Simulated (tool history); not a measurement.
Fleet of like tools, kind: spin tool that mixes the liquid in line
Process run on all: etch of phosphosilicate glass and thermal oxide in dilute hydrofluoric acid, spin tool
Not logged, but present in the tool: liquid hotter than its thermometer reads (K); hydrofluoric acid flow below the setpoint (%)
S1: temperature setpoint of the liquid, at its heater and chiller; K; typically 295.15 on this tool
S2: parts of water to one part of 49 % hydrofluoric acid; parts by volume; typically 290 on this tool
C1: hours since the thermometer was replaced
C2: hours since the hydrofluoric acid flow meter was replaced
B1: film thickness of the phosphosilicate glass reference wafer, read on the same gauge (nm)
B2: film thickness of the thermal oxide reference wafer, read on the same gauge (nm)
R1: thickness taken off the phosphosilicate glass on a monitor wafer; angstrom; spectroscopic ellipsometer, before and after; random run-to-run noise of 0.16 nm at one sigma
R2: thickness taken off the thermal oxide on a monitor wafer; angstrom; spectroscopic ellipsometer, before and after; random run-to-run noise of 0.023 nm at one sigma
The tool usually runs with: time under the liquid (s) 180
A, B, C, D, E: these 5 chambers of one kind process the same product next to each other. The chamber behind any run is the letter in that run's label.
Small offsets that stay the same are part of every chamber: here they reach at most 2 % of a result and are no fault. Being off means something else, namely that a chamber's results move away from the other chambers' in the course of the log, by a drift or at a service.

{"run": "1A", "day": 0.092, "S1": 295.15, "S2": 290, "time under the liquid (s)": 180, "C1": 1423.5, "C2": 720.4, "B1": 79.999, "B2": 140.02, "R1": 334.79, "R2": 22.577}
{"run": "2B", "day": 0.171, "S1": 295.15, "S2": 290, "time under the liquid (s)": 180, "C1": 970.5, "C2": 65.2, "B1": 80.009, "B2": 140, "R1": 336.73, "R2": 23.172}
{"run": "3C", "day": 0.312, "S1": 295.15, "S2": 290, "time under the liquid (s)": 180, "C1": 433.6, "C2": 1379.6, "B1": 79.985, "B2": 139.99, "R1": 337.84, "R2": 22.379}
{"run": "4E", "day": 0.479, "S1": 295.15, "S2": 290, "time under the liquid (s)": 180, "C1": 179, "C2": 566.3, "B1": 79.982, "B2": 140.01, "R1": 329.67, "R2": 22.448}
{"run": "5D", "day": 0.65, "S1": 295.15, "S2": 290, "time under the liquid (s)": 180, "C1": 1008.6, "C2": 196.9, "B1": 80.018, "B2": 140, "R1": 334.46, "R2": 22.263}
{"run": "6B", "day": 0.758, "S1": 295.15, "S2": 290, "time under the liquid (s)": 180, "C1": 984.6, "C2": 79.3, "B1": 79.997, "B2": 140, "R1": 333.32, "R2": 23.026}
{"run": "7D", "day": 0.896, "S1": 295.15, "S2": 290, "time under the liquid (s)": 180, "C1": 1014.5, "C2": 202.8, "B1": 80.006, "B2": 139.98, "R1": 335.79, "R2": 22.622}
{"run": "8A", "day": 0.988, "S1": 295.15, "S2": 290, "time under the liquid (s)": 180, "C1": 1445, "C2": 741.9, "B1": 80.011, "B2": 140, "R1": 336.76, "R2": 23.12}
{"run": "9E", "day": 1.129, "S1": 295.15, "S2": 290, "time under the liquid (s)": 180, "C1": 194.6, "C2": 581.9, "B1": 80.004, "B2": 140.01, "R1": 330.16, "R2": 22.823}
{"run": "10C", "day": 1.288, "S1": 295.15, "S2": 375, "time under the liquid (s)": 180, "C1": 457, "C2": 1403, "B1": 79.99, "B2": 140, "R1": 241.05, "R2": 16.189}
{"run": "11B", "day": 1.375, "S1": 295.15, "S2": 375, "time under the liquid (s)": 180, "C1": 999.4, "C2": 94.1, "B1": 80.047, "B2": 139.98, "R1": 242.96, "R2": 16.405}
{"day": 1.496, "done": "chamber A: hydrofluoric acid flow meter replaced"}
{"run": "12C", "day": 1.5, "S1": 295.15, "S2": 375, "time under the liquid (s)": 180, "C1": 462.1, "C2": 1408.1, "B1": 80.004, "B2": 140.01, "R1": 242.44, "R2": 16.249}
{"run": "13D", "day": 1.621, "S1": 295.15, "S2": 375, "time under the liquid (s)": 180, "C1": 1031.9, "C2": 220.2, "B1": 80.035, "B2": 139.99, "R1": 240.3, "R2": 16.243}
{"run": "14A", "day": 1.75, "S1": 295.15, "S2": 375, "time under the liquid (s)": 180, "C1": 1463.3, "C2": 6.2, "B1": 80.011, "B2": 140, "R1": 247.76, "R2": 16.751}
{"run": "15E", "day": 1.838, "S1": 295.15, "S2": 290, "time under the liquid (s)": 180, "C1": 211.6, "C2": 598.9, "B1": 79.996, "B2": 140.01, "R1": 331.24, "R2": 22.715}
{"run": "16C", "day": 1.925, "S1": 295.15, "S2": 290, "time under the liquid (s)": 180, "C1": 472.3, "C2": 1418.3, "B1": 79.992, "B2": 140.02, "R1": 339.05, "R2": 22.598}
{"run": "17B", "day": 2.1, "S1": 295.15, "S2": 290, "time under the liquid (s)": 180, "C1": 1016.8, "C2": 111.5, "B1": 79.99, "B2": 140.03, "R1": 339.46, "R2": 23.09}
{"run": "18D", "day": 2.204, "S1": 295.15, "S2": 290, "time under the liquid (s)": 180, "C1": 1045.9, "C2": 234.2, "B1": 80, "B2": 140.03, "R1": 333.42, "R2": 22.141}
{"run": "19A", "day": 2.379, "S1": 295.15, "S2": 430, "time under the liquid (s)": 270, "C1": 1478.4, "C2": 21.3, "B1": 80.035, "B2": 140, "R1": 309.95, "R2": 21.16}
{"run": "20E", "day": 2.512, "S1": 295.15, "S2": 430, "time under the liquid (s)": 270, "C1": 227.8, "C2": 615.1, "B1": 79.978, "B2": 139.99, "R1": 298.31, "R2": 19.746}
{"run": "21D", "day": 2.65, "S1": 295.15, "S2": 430, "time under the liquid (s)": 270, "C1": 1056.6, "C2": 244.9, "B1": 79.978, "B2": 140, "R1": 301.11, "R2": 20.036}
{"run": "22E", "day": 2.767, "S1": 295.15, "S2": 430, "time under the liquid (s)": 270, "C1": 233.9, "C2": 621.2, "B1": 80.005, "B2": 139.98, "R1": 298.71, "R2": 20.208}
{"run": "23C", "day": 2.921, "S1": 295.15, "S2": 430, "time under the liquid (s)": 270, "C1": 496.2, "C2": 1442.2, "B1": 79.992, "B2": 139.98, "R1": 305.21, "R2": 20.528}
{"run": "24B", "day": 3.025, "S1": 295.15, "S2": 290, "time under the liquid (s)": 180, "C1": 1039, "C2": 133.7, "B1": 79.991, "B2": 139.99, "R1": 336.19, "R2": 23.061}
{"run": "25A", "day": 3.192, "S1": 295.15, "S2": 290, "time under the liquid (s)": 180, "C1": 1497.9, "C2": 40.8, "B1": 80.001, "B2": 139.98, "R1": 353.62, "R2": 24.271}
{"run": "26D", "day": 3.358, "S1": 291.15, "S2": 290, "time under the liquid (s)": 180, "C1": 1073.6, "C2": 261.9, "B1": 79.98, "B2": 139.99, "R1": 286.6, "R2": 19.359}
{"run": "27B", "day": 3.462, "S1": 291.15, "S2": 290, "time under the liquid (s)": 180, "C1": 1049.5, "C2": 144.2, "B1": 80.028, "B2": 140, "R1": 289.73, "R2": 19.768}
{"run": "28A", "day": 3.567, "S1": 291.15, "S2": 290, "time under the liquid (s)": 180, "C1": 1506.9, "C2": 49.8, "B1": 80.008, "B2": 140.01, "R1": 308.31, "R2": 21.033}
{"run": "29E", "day": 3.729, "S1": 291.15, "S2": 290, "time under the liquid (s)": 180, "C1": 257, "C2": 644.3, "B1": 80.021, "B2": 140.01, "R1": 288.25, "R2": 19.394}
{"run": "30C", "day": 3.812, "S1": 291.15, "S2": 290, "time under the liquid (s)": 180, "C1": 517.6, "C2": 1463.6, "B1": 79.988, "B2": 140, "R1": 288.37, "R2": 19.574}
{"run": "31E", "day": 3.962, "S1": 295.15, "S2": 290, "time under the liquid (s)": 180, "C1": 262.6, "C2": 649.9, "B1": 80.008, "B2": 140.01, "R1": 330.79, "R2": 22.374}
{"run": "32C", "day": 4.088, "S1": 295.15, "S2": 290, "time under the liquid (s)": 180, "C1": 524.2, "C2": 1470.2, "B1": 80.024, "B2": 139.98, "R1": 336.48, "R2": 22.701}

Read the log: is a single chamber off, either drifting away or since a service, is the gauge that measures every chamber drifting, or is nothing wrong beyond small per-chamber offsets? Name any odd chamber and what most likely caused it.

It is chamber A that slowly wanders off from its peers.
What lies behind it: liquid hotter than its thermometer reads (K) = 1.94.

Chamber A could run next with any of the 4 candidate recipes listed below; each alters the usual settings, and their results appear as question marks. Which one brings its results back in line with what the other chambers deliver on the usual settings?
A result is in line if it is within this distance of the other chambers' mean on the usual settings: R1 5.7 angstrom; R2 0.8 angstrom
{"run": "33A-1", "day": 4.217, "S1": 295.15, "S2": 295, "time under the liquid (s)": 180, "R1": "?", "R2": "?"}
{"run": "33A-2", "day": 4.217, "S1": 295.15, "S2": 285, "time under the liquid (s)": 180, "R1": "?", "R2": "?"}
{"run": "33A-3", "day": 4.217, "S1": 295.15, "S2": 280, "time under the liquid (s)": 185, "R1": "?", "R2": "?"}
{"run": "33A-4", "day": 4.217, "S1": 295.15, "S2": 300, "time under the liquid (s)": 175, "R1": "?", "R2": "?"}

Usual-settings mean across the other chambers: R1 334.96 angstrom; R2 22.647 angstrom
run=33A-1 R1=351.27 R2=23.998
run=33A-2 R1=367.03 R2=25.075
run=33A-3 R1=385.78 R2=26.356
run=33A-4 R1=334.27 R2=22.837
The answer is 33A-4, which returns the chamber to within the allowed miss of the others.

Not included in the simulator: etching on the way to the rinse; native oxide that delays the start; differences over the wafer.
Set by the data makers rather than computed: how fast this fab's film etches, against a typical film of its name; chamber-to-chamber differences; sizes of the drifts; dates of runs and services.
